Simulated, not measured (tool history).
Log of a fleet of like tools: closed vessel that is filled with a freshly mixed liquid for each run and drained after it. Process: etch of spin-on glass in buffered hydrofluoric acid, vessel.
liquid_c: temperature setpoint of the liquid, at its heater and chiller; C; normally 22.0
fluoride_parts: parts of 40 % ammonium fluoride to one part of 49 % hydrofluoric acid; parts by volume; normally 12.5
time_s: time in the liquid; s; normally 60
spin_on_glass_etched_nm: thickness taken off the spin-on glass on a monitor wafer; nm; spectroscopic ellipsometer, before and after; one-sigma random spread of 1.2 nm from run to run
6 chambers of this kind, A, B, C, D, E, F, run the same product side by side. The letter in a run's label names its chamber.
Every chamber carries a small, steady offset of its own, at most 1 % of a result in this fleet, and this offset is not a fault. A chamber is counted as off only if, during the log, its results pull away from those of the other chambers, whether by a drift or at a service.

| run | hour | liquid_c | fluoride_parts | time_s | hours since the thermometer was replaced | hours since the hydrofluoric acid flow meter was replaced | read-back film thickness of the spin-on glass reference wafer, read on the same gauge (nm) | spin_on_glass_etched_nm |
|---|---|---|---|---|---|---|---|---|
| 1D | 2.3 | 22.0 | 12.5 | 60 | 739.4 | 96.4 | 40.017 | 124.38 |
| 2A | 4.3 | 22.0 | 12.5 | 60 | 809.4 | 931.9 | 40.018 | 121.28 |
| 3F | 6.8 | 22.0 | 12.5 | 60 | 120.1 | 622.8 | 39.997 | 122.83 |
| 4B | 9.4 | 22.0 | 12.5 | 60 | 1716.1 | 759.3 | 39.973 | 121.75 |
| 5E | 11.7 | 22.0 | 12.5 | 60 | 228.6 | 412.3 | 39.959 | 125.68 |
| 6C | 14.2 | 22.0 | 12.5 | 60 | 1572.1 | 1608.3 | 39.975 | 126.10 |
| 7D | 16.2 | 22.0 | 12.5 | 60 | 753.3 | 110.3 | 40.014 | 124.96 |
| 8C | 19.6 | 22.0 | 12.5 | 60 | 1577.5 | 1613.7 | 39.993 | 126.41 |
| 9B | 22.9 | 18.5 | 12.5 | 60 | 1729.6 | 772.8 | 40.016 | 101.38 |
| 10E | 26.2 | 18.5 | 12.5 | 60 | 243.1 | 426.8 | 39.995 | 103.22 |
| 11A | 28.4 | 18.5 | 12.5 | 60 | 833.5 | 956.0 | 39.987 | 100.46 |
| 12F | 32.2 | 18.5 | 12.5 | 60 | 145.5 | 648.2 | 40.025 | 100.53 |
| 13F | 35.1 | 18.5 | 12.5 | 60 | 148.4 | 651.1 | 39.962 | 100.77 |
| 14C | 38.2 | 18.5 | 12.5 | 60 | 1596.1 | 1632.3 | 40.003 | 103.09 |
| 15E | 41.0 | 22.0 | 12.5 | 60 | 257.9 | 441.6 | 40.000 | 127.37 |
| 16B | 43.0 | 22.0 | 12.5 | 60 | 1749.7 | 792.9 | 40.002 | 123.55 |
| 17D | 45.2 | 22.0 | 12.5 | 60 | 782.3 | 139.3 | 40.000 | 124.48 |
| 18A | 48.5 | 22.0 | 12.5 | 60 | 853.6 | 976.1 | 40.015 | 123.49 |
| 19F | 52.1 | 22.0 | 12.5 | 60 | 165.4 | 668.1 | 39.991 | 124.04 |
| 20A | 55.1 | 22.0 | 12.5 | 60 | 860.2 | 982.7 | 40.026 | 122.85 |
| 21D | 57.3 | 22.0 | 12.5 | 60 | 794.4 | 151.4 | 40.007 | 126.25 |
| 22C | 60.3 | 22.0 | 12.5 | 60 | 1618.2 | 1654.4 | 40.040 | 126.82 |
| 23E | 63.0 | 22.0 | 12.5 | 60 | 279.9 | 463.6 | 39.998 | 131.86 |
| 24B | 65.2 | 22.0 | 12.5 | 60 | 1771.9 | 815.1 | 40.022 | 122.59 |
| 25D | 69.5 | 22.0 | 12.5 | 60 | 806.6 | 163.6 | 39.996 | 124.67 |
| 26E | 73.8 | 22.0 | 12.5 | 60 | 290.7 | 474.4 | 39.959 | 131.51 |
| 27B | 76.6 | 22.0 | 12.5 | 60 | 1783.3 | 826.5 | 39.993 | 121.40 |
| 28F | 78.7 | 22.0 | 12.5 | 60 | 192.0 | 694.7 | 40.005 | 124.79 |
| 29A | 83.0 | 22.0 | 12.5 | 60 | 888.1 | 1010.6 | 40.024 | 123.85 |
| 30C | 86.6 | 22.0 | 12.5 | 60 | 1644.5 | 1680.7 | 40.031 | 128.01 |
| 31D | 89.1 | 22.0 | 12.5 | 60 | 826.2 | 183.2 | 40.017 | 124.47 |
|  | 92.7 | chamber A: thermometer replaced |
| 32E | 93.3 | 22.0 | 12.5 | 60 | 310.2 | 493.9 | 39.967 | 132.58 |
| 33C | 95.2 | 19.5 | 12.5 | 90 | 1653.1 | 1689.3 | 39.991 | 166.31 |
| 34B | 98.9 | 19.5 | 12.5 | 90 | 1805.6 | 848.8 | 39.978 | 160.17 |
| 35A | 101.7 | 19.5 | 12.5 | 90 | 9.0 | 1029.3 | 39.983 | 162.10 |
| 36F | 105.9 | 19.5 | 12.5 | 90 | 219.2 | 721.9 | 39.995 | 160.40 |
| 37B | 107.9 | 19.5 | 12.5 | 90 | 1814.6 | 857.8 | 40.014 | 159.05 |
| 38E | 110.8 | 19.5 | 12.5 | 90 | 327.7 | 511.4 | 40.011 | 179.41 |
| 39A | 113.1 | 22.0 | 12.5 | 60 | 20.4 | 1040.7 | 40.068 | 124.77 |
| 40F | 116.7 | 22.0 | 12.5 | 60 | 230.0 | 732.7 | 39.993 | 123.85 |

Predict what each chamber gives when all 6 of them run the settings below next.
| 41A | 119.8 | 24.0 | 12.5 | 60 |  |  |  | ? |
| 41B | 119.8 | 24.0 | 12.5 | 60 |  |  |  | ? |
| 41C | 119.8 | 24.0 | 12.5 | 60 |  |  |  | ? |
| 41D | 119.8 | 24.0 | 12.5 | 60 |  |  |  | ? |
| 41E | 119.8 | 24.0 | 12.5 | 60 |  |  |  | ? |
| 41F | 119.8 | 24.0 | 12.5 | 60 |  |  |  | ? |

| run | spin_on_glass_etched_nm |
|---|---|
| 41A | 136.72 |
| 41B | 137.11 |
| 41C | 140.30 |
| 41D | 138.46 |
| 41E | 153.27 |
| 41F | 139.83 |
